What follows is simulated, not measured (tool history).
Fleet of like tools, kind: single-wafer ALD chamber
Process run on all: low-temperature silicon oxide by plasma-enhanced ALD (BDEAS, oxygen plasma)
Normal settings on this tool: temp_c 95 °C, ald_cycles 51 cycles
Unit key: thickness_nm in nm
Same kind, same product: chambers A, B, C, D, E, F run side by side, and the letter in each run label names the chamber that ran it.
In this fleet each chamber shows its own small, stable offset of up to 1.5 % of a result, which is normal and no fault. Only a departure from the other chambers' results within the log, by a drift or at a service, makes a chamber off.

run,hour,temp_c,ald_cycles,"read-back reference wafer on the same gauge, thickness_nm",thickness_nm
1A,3.1,95,51,6.0885,7.4996
2C,8,95,51,6.0865,7.4287
3E,11.8,95,51,6.0874,7.3597
4D,17.6,95,51,6.0854,7.4206
5F,22.5,95,51,6.086,7.3953
6B,25.1,95,51,6.0858,7.4554
# hour 27.9: chamber C: thermocouple changed; heater temperature recalibrated
7C,28.5,95,51,6.0852,7.4136
8F,32.9,81,44,6.0837,6.6904
9E,37.3,81,44,6.0843,6.6616
10D,42.8,81,44,6.082,6.7286
11B,45.8,81,44,6.0825,6.7585
12A,50.4,81,44,6.0812,6.7732
13A,55.2,81,44,6.0821,6.7779
14B,58.3,95,51,6.0786,7.4608
15C,61,95,51,6.0821,7.406
16D,65.2,95,51,6.0805,7.4112
17E,70.1,95,51,6.0801,7.3526
18F,73.6,95,51,6.0767,7.3897
19C,78.8,95,51,6.0755,7.3882
20F,81.6,95,51,6.0743,7.3787
21A,84.2,95,51,6.0744,7.4689
22D,87.8,95,51,6.0736,7.4329
23B,91.9,95,51,6.0736,7.4457
24E,97,95,51,6.0725,7.3358
25E,100.3,95,51,6.0731,7.3561
26D,103.9,95,51,6.0708,7.4041
27A,108.4,95,51,6.0695,7.4906
28F,113.9,95,51,6.0709,7.3686
29B,118.2,95,51,6.0686,7.4474
30C,122.3,95,51,6.0691,7.3929
31A,128.1,95,51,6.0663,7.4746
32C,133.8,87,59,6.0638,8.7812
33F,138.7,87,59,6.0652,8.775
34E,142.9,87,59,6.0652,8.7272
35D,148.6,87,59,6.0646,8.7783
36B,152.9,87,59,6.0635,8.8439
37C,156,87,59,6.0619,8.7678
38E,160.8,95,51,6.0616,7.334
# hour 163.5: chamber B: thermocouple changed; heater temperature recalibrated
39F,164.2,95,51,6.0623,7.4005
40B,170,95,51,6.0599,7.4499

Next, all 6 chambers run the settings below, one line each with question marks for the results. What does each chamber give?
41A,174.2,95,51,,?
41B,174.2,95,51,,?
41C,174.2,95,51,,?
41D,174.2,95,51,,?
41E,174.2,95,51,,?
41F,174.2,95,51,,?

run,thickness_nm
41A,7.4539
41B,7.4181
41C,7.3645
41D,7.38
41E,7.33
41F,7.3778

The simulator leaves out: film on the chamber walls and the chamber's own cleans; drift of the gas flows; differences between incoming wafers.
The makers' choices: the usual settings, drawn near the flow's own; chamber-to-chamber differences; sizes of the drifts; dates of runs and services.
